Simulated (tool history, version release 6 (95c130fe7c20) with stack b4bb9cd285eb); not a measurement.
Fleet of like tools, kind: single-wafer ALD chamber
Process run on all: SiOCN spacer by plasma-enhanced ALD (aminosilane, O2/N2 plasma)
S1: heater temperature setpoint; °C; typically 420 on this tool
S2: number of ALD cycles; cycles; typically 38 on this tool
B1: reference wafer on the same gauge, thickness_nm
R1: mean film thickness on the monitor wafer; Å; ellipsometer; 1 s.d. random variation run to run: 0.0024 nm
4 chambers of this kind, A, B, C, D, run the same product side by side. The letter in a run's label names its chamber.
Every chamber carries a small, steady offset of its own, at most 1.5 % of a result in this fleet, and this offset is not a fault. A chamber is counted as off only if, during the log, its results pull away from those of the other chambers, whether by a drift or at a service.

run 1B hour=6.3 | S1=420 S2=38 | B1=1.9695 | R1=21.817
run 2A hour=13.8 | S1=420 S2=38 | B1=1.9694 | R1=21.707
run 3C hour=20.3 | S1=420 S2=38 | B1=1.9696 | R1=21.446
run 4D hour=31.8 | S1=420 S2=38 | B1=1.9698 | R1=21.621
run 5A hour=42.1 | S1=420 S2=38 | B1=1.9690 | R1=21.700
run 6B hour=47.5 | S1=420 S2=38 | B1=1.9687 | R1=21.797
run 7C hour=54.0 | S1=420 S2=35 | B1=1.9684 | R1=19.769
run 8D hour=62.3 | S1=420 S2=35 | B1=1.9672 | R1=19.892
run 9A hour=72.8 | S1=420 S2=35 | B1=1.9676 | R1=19.939
run 10C hour=82.2 | S1=420 S2=35 | B1=1.9670 | R1=19.787
run 11B hour=88.8 | S1=420 S2=38 | B1=1.9673 | R1=21.761
run 12D hour=100.3 | S1=420 S2=38 | B1=1.9667 | R1=21.595
run 13D hour=105.8 | S1=420 S2=38 | B1=1.9663 | R1=21.575
run 14B hour=116.9 | S1=420 S2=38 | B1=1.9660 | R1=21.734
run 15C hour=127.8 | S1=420 S2=38 | B1=1.9654 | R1=21.470
run 16A hour=139.0 | S1=420 S2=38 | B1=1.9654 | R1=21.637
run 17D hour=151.1 | S1=420 S2=38 | B1=1.9651 | R1=21.563
run 18C hour=157.4 | S1=420 S2=38 | B1=1.9645 | R1=21.455
run 19B hour=164.7 | S1=420 S2=38 | B1=1.9648 | R1=21.769
run 20A hour=175.1 | S1=420 S2=38 | B1=1.9641 | R1=21.616
-- hour=179.1 chamber C: thermocouple changed; heater temperature recalibrated
run 21C hour=185.8 | S1=412 S2=31 | B1=1.9642 | R1=17.982
run 22A hour=193.2 | S1=412 S2=31 | B1=1.9638 | R1=18.109
run 23B hour=200.0 | S1=412 S2=31 | B1=1.9632 | R1=18.197
run 24D hour=208.1 | S1=412 S2=31 | B1=1.9632 | R1=18.023
run 25C hour=217.5 | S1=420 S2=38 | B1=1.9629 | R1=21.430
run 26A hour=224.7 | S1=420 S2=38 | B1=1.9625 | R1=21.640
run 27D hour=233.0 | S1=420 S2=38 | B1=1.9627 | R1=21.546
run 28B hour=240.0 | S1=420 S2=38 | B1=1.9620 | R1=21.677
run 29C hour=246.8 | S1=420 S2=38 | B1=1.9619 | R1=21.417
run 30A hour=253.6 | S1=420 S2=38 | B1=1.9620 | R1=21.587
run 31D hour=265.5 | S1=420 S2=38 | B1=1.9615 | R1=21.500
run 32B hour=274.5 | S1=420 S2=38 | B1=1.9614 | R1=21.695

One chamber off, gauge drift, or nothing amiss beyond the chambers' own small offsets? If it is a chamber, which one, and what is the likeliest cause?

Gauge drift. The chambers move together only on paper, and none stands off.
Likeliest cause: gauge reads low (%) = 0.46.
